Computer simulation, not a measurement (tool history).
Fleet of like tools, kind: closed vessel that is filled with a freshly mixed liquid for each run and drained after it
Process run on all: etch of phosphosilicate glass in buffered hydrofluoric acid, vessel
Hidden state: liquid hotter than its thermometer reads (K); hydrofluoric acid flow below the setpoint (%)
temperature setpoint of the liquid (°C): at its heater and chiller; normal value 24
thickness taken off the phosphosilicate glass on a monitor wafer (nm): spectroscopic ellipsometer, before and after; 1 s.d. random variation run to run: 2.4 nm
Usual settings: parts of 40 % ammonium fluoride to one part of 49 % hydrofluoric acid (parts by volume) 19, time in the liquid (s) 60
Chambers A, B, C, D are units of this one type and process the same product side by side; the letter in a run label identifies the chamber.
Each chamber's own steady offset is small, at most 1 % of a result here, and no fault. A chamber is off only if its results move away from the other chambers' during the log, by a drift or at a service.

run,hour,temperature setpoint of the liquid (°C),parts of 40 % ammonium fluoride to one part of 49 % hydrofluoric acid (parts by volume),time in the liquid (s),hours since the thermometer was replaced,hours since the hydrofluoric acid flow meter was replaced,"read-back film thickness of the phosphosilicate glass reference wafer, read on the same gauge (nm)",thickness taken off the phosphosilicate glass on a monitor wafer (nm)
1A,6.1,24,19,60,1231.9,520.0,70.044,283.43
2B,9.8,24,19,60,269.2,86.8,70.037,279.65
3C,14.3,24,19,60,283.7,306.3,69.965,281.32
4D,19.0,24,19,60,80.5,739.8,69.981,279.26
5D,25.2,24,19,60,86.7,746.0,70.055,282.74
6A,28.2,24,19,60,1254.0,542.1,69.967,280.03
# hour 28.4: chamber A: thermometer replaced
7B,34.0,24,19,60,293.4,111.0,70.020,286.59
8C,39.5,24,19,60,308.9,331.5,70.051,279.40
9B,42.9,24,19,60,302.3,119.9,70.021,286.57
10D,46.1,27,19,40,107.6,766.9,70.043,219.79
11C,50.0,27,19,40,319.4,342.0,69.937,216.93
12A,54.1,27,19,40,25.8,568.0,69.948,220.98
13D,57.1,27,19,40,118.6,777.9,70.032,221.71
14C,62.3,24,19,60,331.7,354.3,70.002,282.03
15B,66.3,24,19,70,325.7,143.3,69.980,330.35
16A,72.7,24,19,70,44.4,586.6,69.958,330.27
17C,77.2,24,19,70,346.6,369.2,69.997,333.69
18D,81.2,24,19,70,142.7,802.0,70.021,330.15
19B,86.2,24,19,60,345.6,163.2,70.001,282.14
20A,91.4,24,19,60,63.1,605.3,69.997,279.76
21D,97.4,24,19,60,158.9,818.2,70.013,283.24
22A,103.9,24,19,60,75.6,617.8,70.015,281.90
# hour 107.2: chamber D: hydrofluoric acid flow meter replaced
23C,107.7,24,19,60,377.1,399.7,70.004,297.41
24B,112.6,24,19,60,372.0,189.6,70.009,283.18
25D,117.4,24,19,60,178.9,10.2,70.040,286.51
26B,120.5,24,19,60,379.9,197.5,70.027,282.43
27A,125.0,27,19,60,96.7,638.9,70.052,326.45
28C,130.5,27,19,60,399.9,422.5,69.986,364.78
29C,136.3,27,19,60,405.7,428.3,70.005,358.31
30B,141.0,27,19,60,400.4,218.0,69.950,337.25

One chamber off, gauge drift, or nothing amiss beyond the chambers' own small offsets? If it is a chamber, which one, and what is the likeliest cause?

Little by little, chamber C moves away from the other chambers.
Cause: liquid hotter than its thermometer reads (K) = 1.87.
It could be hard to tell apart here from: hydrofluoric acid flow above the setpoint (%).

Below are 4 candidate recipes for chamber C's next run, each the usual settings with a change, their results shown as question marks. Which of them brings C's results back in line with what the other chambers give on the usual settings?
In line means no further than this from the other chambers' mean on the usual settings: thickness taken off the phosphosilicate glass on a monitor wafer (nm) 8.50
31C-1,145.7,23.5,19.5,55,,,,?
31C-2,145.7,24.5,18.5,65,,,,?
31C-3,145.7,24.0,19.0,65,,,,?
31C-4,145.7,23.5,20.5,60,,,,?

On the usual settings, the other chambers give on average: thickness taken off the phosphosilicate glass on a monitor wafer (nm) 282.29
run,thickness taken off the phosphosilicate glass on a monitor wafer (nm)
31C-1,269.39
31C-2,354.44
31C-3,335.91
31C-4,281.71
Change 31C-4 lands the chamber within the allowed miss of the other chambers.
